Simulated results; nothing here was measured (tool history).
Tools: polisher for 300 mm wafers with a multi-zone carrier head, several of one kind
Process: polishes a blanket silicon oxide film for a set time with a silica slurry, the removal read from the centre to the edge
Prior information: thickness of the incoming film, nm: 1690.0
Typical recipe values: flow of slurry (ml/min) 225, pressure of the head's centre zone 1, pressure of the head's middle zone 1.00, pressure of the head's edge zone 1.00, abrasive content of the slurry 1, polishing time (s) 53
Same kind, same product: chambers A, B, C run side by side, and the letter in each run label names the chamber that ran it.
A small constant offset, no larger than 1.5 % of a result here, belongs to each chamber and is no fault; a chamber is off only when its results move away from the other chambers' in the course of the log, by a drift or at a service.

run	hour	flow of slurry (ml/min)	pressure of the head's centre zone	pressure of the head's middle zone	pressure of the head's edge zone	abrasive content of the slurry	polishing time (s)	film removed at the wafer's centre (Å)	film removed at mid-radius (Å)	film removed at the wafer's edge (Å)
1B	6.1	225	1	1.00	1.00	1	53	2414.8	2330.6	2321.2
2A	11.9	225	1	1.00	1.00	1	53	2333.4	2379.8	2395.8
3C	17.6	225	1	1.00	1.00	1	53	2355.6	2367.3	2333.7
4A	22.2	225	1	1.00	1.00	1	53	2370.1	2379.6	2401.7
5C	27.6	275	1	1.00	1.00	1	53	2444.1	2480.1	2329.3
6B	31.3	275	1	1.00	1.00	1	53	2450.9	2429.2	2431.5
7B	38.1	275	1	1.00	1.00	1	53	2444.3	2408.2	2397.4
# hour 40.5: chamber A: worn pad replaced by a new one
8A	41.5	225	1	1.05	1.00	1	53	2374.2	2504.0	2334.6
9C	45.5	225	1	1.05	1.00	1	53	2358.6	2507.2	2333.7
# hour 49.5: chamber C: worn pad replaced by a new one
10C	51.8	225	1	1.05	1.00	1	53	2401.2	2491.8	2363.3
11A	58.6	225	1	1.00	1.00	1	53	2328.0	2409.7	2347.2
12B	62.7	225	1	1.00	1.00	1	53	2375.9	2359.7	2364.5
13A	69.7	225	1	1.00	1.00	1	53	2342.5	2358.6	2366.3
# hour 72.9: chamber B: worn pad replaced by a new one
14B	73.7	225	1	1.00	1.00	1	53	2382.2	2320.7	2311.9
15C	78.4	225	1	1.00	1.00	1	53	2379.9	2400.9	2343.0
16A	82.9	225	1	1.00	1.00	1	53	2377.7	2357.8	2406.4
17C	86.2	170	1	1.00	1.00	1	61	2611.9	2645.2	2620.1
18B	91.8	170	1	1.00	1.00	1	61	2617.6	2607.7	2654.7
19C	96.0	170	1	1.00	1.00	1	61	2620.1	2645.2	2644.3
# hour 99.8: chamber C: slurry nozzle cleaned
20B	101.7	225	1	1.00	1.00	1	53	2371.3	2329.6	2376.7
21A	106.9	225	1	1.00	1.00	1	53	2377.5	2415.4	2398.2
22C	112.7	225	1	1.00	1.00	1	53	2381.7	2390.0	2353.0
23B	116.1	225	1	1.00	0.95	1	53	2383.5	2316.1	2265.6
24A	120.3	225	1	1.00	0.95	1	53	2355.0	2372.4	2370.6
25B	126.1	225	1	1.00	0.95	1	53	2387.9	2332.7	2326.5
26A	131.6	225	1	1.00	1.00	1	53	2358.4	2370.0	2414.5
27C	136.5	225	1	1.00	1.00	1	53	2400.9	2360.3	2340.4
28B	141.2	225	1	1.00	1.00	1	53	2395.0	2352.8	2348.3
29C	148.0	225	1	1.00	1.00	1	53	2372.3	2371.0	2397.0
# hour 152.4: chamber A: worn pad replaced by a new one
30A	153.0	225	1	1.00	1.00	1	53	2367.1	2401.2	2377.7
31A	157.9	225	1	0.92	0.94	1	53	2368.1	2176.9	2350.3
32C	161.6	225	1	0.92	0.94	1	53	2398.3	2187.2	2340.9
33B	165.0	225	1	0.92	0.94	1	53	2360.8	2158.3	2280.2
# hour 165.3: chamber C: worn pad replaced by a new one
34A	171.7	225	1	1.00	1.00	1	53	2370.4	2405.9	2413.3
# hour 173.8: chamber B: worn pad replaced by a new one
35C	175.4	225	1	1.08	1.00	1	53	2385.0	2539.1	2423.8
36B	181.2	225	1	1.08	1.00	1	53	2386.6	2527.5	2398.9
37A	186.5	225	1	1.08	1.00	1	53	2384.3	2547.2	2384.3
38B	189.6	225	1	1.00	1.00	1	53	2387.7	2340.5	2338.9
39C	193.8	225	1	1.00	1.00	1	53	2386.9	2367.5	2359.6

Is one chamber off against the others, does the gauge drift, or is nothing wrong? If a chamber is off, say which, and what the likeliest cause is.

Beyond each chamber's small constant offset nothing stands out, and the gauge stays steady.

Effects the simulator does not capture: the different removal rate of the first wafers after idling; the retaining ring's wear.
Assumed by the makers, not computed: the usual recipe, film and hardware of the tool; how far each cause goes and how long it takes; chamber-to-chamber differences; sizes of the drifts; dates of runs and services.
